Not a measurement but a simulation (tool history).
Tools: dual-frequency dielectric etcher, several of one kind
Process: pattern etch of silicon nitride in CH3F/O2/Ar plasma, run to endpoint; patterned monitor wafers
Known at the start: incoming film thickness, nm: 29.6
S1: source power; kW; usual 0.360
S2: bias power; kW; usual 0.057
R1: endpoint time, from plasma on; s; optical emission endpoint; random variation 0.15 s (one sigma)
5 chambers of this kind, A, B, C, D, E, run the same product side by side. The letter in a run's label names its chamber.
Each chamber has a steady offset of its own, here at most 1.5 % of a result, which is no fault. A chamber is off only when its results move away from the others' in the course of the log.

run	hour	S1	S2	R1
1E	6.5	0.360	0.057	47.594
# hour 8.7: chamber D: bias power generator calibrated
2A	12.0	0.360	0.057	48.558
# hour 13.0: chamber B: wet clean of the chamber
3D	20.7	0.360	0.057	47.722
4B	25.5	0.360	0.057	47.917
# hour 27.8: chamber A: source power generator calibrated
5C	35.3	0.360	0.057	48.087
6A	40.2	0.310	0.057	51.556
7D	46.1	0.310	0.057	50.840
8E	52.3	0.310	0.057	50.410
9B	62.0	0.310	0.057	50.714
10C	68.8	0.310	0.057	50.840
11B	74.3	0.360	0.057	47.797
12E	83.5	0.360	0.057	47.625
13D	91.4	0.420	0.050	46.775
14C	97.8	0.420	0.050	47.383
# hour 99.4: chamber E: source power generator calibrated
15A	103.2	0.420	0.050	47.568
# hour 103.3: chamber E: wet clean of the chamber
16C	109.7	0.420	0.050	47.182
17B	116.7	0.420	0.050	47.245
18E	126.1	0.360	0.057	47.722
19A	137.1	0.360	0.057	48.370
20D	145.3	0.360	0.051	49.532
21D	155.8	0.360	0.051	49.634
# hour 158.4: chamber A: wet clean of the chamber
22C	162.7	0.360	0.051	49.932
23E	167.8	0.360	0.051	49.422
24A	172.9	0.360	0.051	50.293
25B	179.8	0.360	0.057	48.018
26E	188.7	0.360	0.057	47.601
27A	197.6	0.360	0.057	48.537
28C	207.2	0.360	0.057	48.044
29D	218.4	0.360	0.057	47.714
30B	227.4	0.360	0.057	48.084
31A	234.7	0.430	0.047	47.818
32E	241.4	0.430	0.047	47.447
33D	251.8	0.430	0.047	47.522

Next, every chamber runs the same settings. What will each give?
34A	259.8	0.430	0.057	?
34B	259.8	0.430	0.057	?
34C	259.8	0.430	0.057	?
34D	259.8	0.430	0.057	?
34E	259.8	0.430	0.057	?

run	R1
34A	44.979
34B	44.893
34C	44.878
34D	44.598
34E	44.389

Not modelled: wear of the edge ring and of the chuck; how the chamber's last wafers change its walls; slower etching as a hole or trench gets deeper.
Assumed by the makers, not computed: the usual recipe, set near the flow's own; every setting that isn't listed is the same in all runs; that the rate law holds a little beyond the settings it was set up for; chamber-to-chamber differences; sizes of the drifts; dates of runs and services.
